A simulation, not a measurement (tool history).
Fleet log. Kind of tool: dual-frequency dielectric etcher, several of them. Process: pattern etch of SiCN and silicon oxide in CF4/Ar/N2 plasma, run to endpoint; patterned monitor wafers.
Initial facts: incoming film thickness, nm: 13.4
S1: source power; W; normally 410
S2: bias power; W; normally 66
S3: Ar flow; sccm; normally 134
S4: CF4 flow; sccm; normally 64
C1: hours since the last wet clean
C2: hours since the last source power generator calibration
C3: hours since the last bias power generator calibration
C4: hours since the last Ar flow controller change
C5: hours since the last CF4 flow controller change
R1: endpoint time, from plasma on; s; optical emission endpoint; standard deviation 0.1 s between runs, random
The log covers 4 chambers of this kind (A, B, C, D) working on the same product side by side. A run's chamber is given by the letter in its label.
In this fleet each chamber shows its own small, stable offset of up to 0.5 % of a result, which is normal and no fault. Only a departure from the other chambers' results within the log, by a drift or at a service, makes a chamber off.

run   hour   S1  S2   S3  S4     C1      C2      C3      C4      C5      R1
 1D   15.6  410  66  134  64  187.9   307.2  1438.3  3773.7  1969.8  18.478
 2A   24.8  410  66  134  64  359.3     627  1292.6  5385.2   707.8  18.563
 3C   38.2  410  66  134  64  462.3     973   361.9  1720.4   766.8  18.521
 4B     53  410  66  134  64  323.4   582.4  4599.9  1798.7    1672  18.373
 5A   68.2  410  66  134  64  402.7   670.4    1336  5428.6   751.2    18.5
 6B   80.6  410  66  134  64    351     610  4627.5  1826.3  1699.6  18.618
 7D   87.9  410  66  134  64  260.2   379.5  1510.6    3846  2042.1  18.753
 8C   95.4  410  66  134  64  519.5  1030.2   419.1  1777.6     824  18.489
 9D    106  410  66  134  64  278.3   397.6  1528.7  3864.1  2060.2  18.403
10C  114.1  490  76  134  64  538.2  1048.9   437.8  1796.3   842.7   15.17
     123.8  -- chamber A: wet clean of the chamber
11B  126.5  490  76  134  64  396.9   655.9  4673.4  1872.2  1745.5  15.028
12A  135.6  490  76  134  64   11.9   737.8  1403.4    5496   818.6  15.099
13D  144.1  490  76  134  64  316.4   435.7  1566.8  3902.2  2098.3  14.887
14A  151.5  410  66  134  64   27.8   753.7  1419.3  5511.9   834.5  18.601
15C  158.6  410  66  134  64  582.7  1093.4   482.3  1840.8   887.2  18.547
     165.3  -- chamber B: wet clean of the chamber
     171.6  -- chamber D: wet clean of the chamber
16B  172.7  440  66  134  64    7.5   702.1  4719.6  1918.4  1791.7  18.442
17A  180.1  440  66  134  64   56.4   782.3  1447.9  5540.5   863.1   17.48
18B  192.4  440  66  134  64   27.2   721.8  4739.3  1938.1  1811.4  18.263
19C  203.5  440  66  134  64  627.6  1138.3   527.2  1885.7   932.1  17.529
20D    218  410  66  134  64   46.4   509.6  1640.7  3976.1  2172.2  18.335
21A  225.9  410  66  134  64  102.2   828.1  1493.7  5586.3   908.9  18.581
     235.2  -- chamber C: wet clean of the chamber
22C  235.3  410  66  134  64    0.1  1170.1     559  1917.5   963.9  18.628
23D  243.5  410  66  134  64   71.9   535.1  1666.2  4001.6  2197.7  18.465
24B  255.3  410  66  134  64   90.1   784.7  4802.2    2001  1874.3  19.457
25D  265.8  410  60  134  64   94.2   557.4  1688.5  4023.9    2220  18.811
26C  277.2  410  60  134  64     42    1212   600.9  1959.4  1005.8  19.313
27B  292.4  410  60  134  64  127.2   821.8  4839.3  2038.1  1911.4  20.247
28A  302.1  410  60  134  64  178.4   904.3  1569.9  5662.5   985.1  19.006
29C  317.3  410  66  134  64   82.1  1252.1     641  1999.5  1045.9   18.36
30D  326.4  410  66  134  64  154.8     618  1749.1  4084.5  2280.6  18.443
     331.5  -- chamber A: Ar flow controller replaced
31A  337.5  410  59  119  64  213.8   939.7  1605.3       6  1020.5  18.812
32B  351.3  410  59  119  64  186.1   880.7  4898.2    2097  1970.3  19.954
33D  366.4  410  59  119  64  194.8     658  1789.1  4124.5  2320.6  18.735
34B  375.9  410  59  119  64  210.7   905.3  4922.8  2121.6  1994.9  19.827
35A  384.8  410  66  134  64  261.1     987  1652.6    53.3  1067.8  18.248
36C  395.2  410  66  134  64    160    1330   718.9  2077.4  1123.8  18.529
37C  405.3  410  66  134  64  170.1  1340.1     729  2087.5  1133.9  18.576
38D  420.6  410  66  134  64    249   712.2  1843.3  4178.7  2374.8  18.429
39A  431.7  410  66  134  64    308  1033.9  1699.5   100.2  1114.7   18.43

Is one chamber off against the others, does the gauge drift, or is nothing wrong? If a chamber is off, say which, and what the likeliest cause is.

A service left chamber B off against the others.
What lies behind it: etch rate under this chamber's usual, % = 4.97.

Below are 4 candidate recipes for chamber B's next run, each the usual settings with a change, their results shown as question marks. Which of them brings B's results back in line with what the other chambers give on the usual settings?
Allowed miss from the other chambers' usual-settings mean, per result, to count as in line: R1 0.36 s
40B-1  443.2  390  66  136  63                       ?
40B-2  443.2  430  66  132  65                       ?
40B-3  443.2  380  64  136  63                       ?
40B-4  443.2  450  66  134  64                       ?

Mean of the other chambers on the usual settings: R1 18.515 s
  run      R1
40B-1  20.581
40B-2  18.686
40B-3  21.292
40B-4  18.039
Change 40B-2 lands the chamber within the allowed miss of the other chambers.
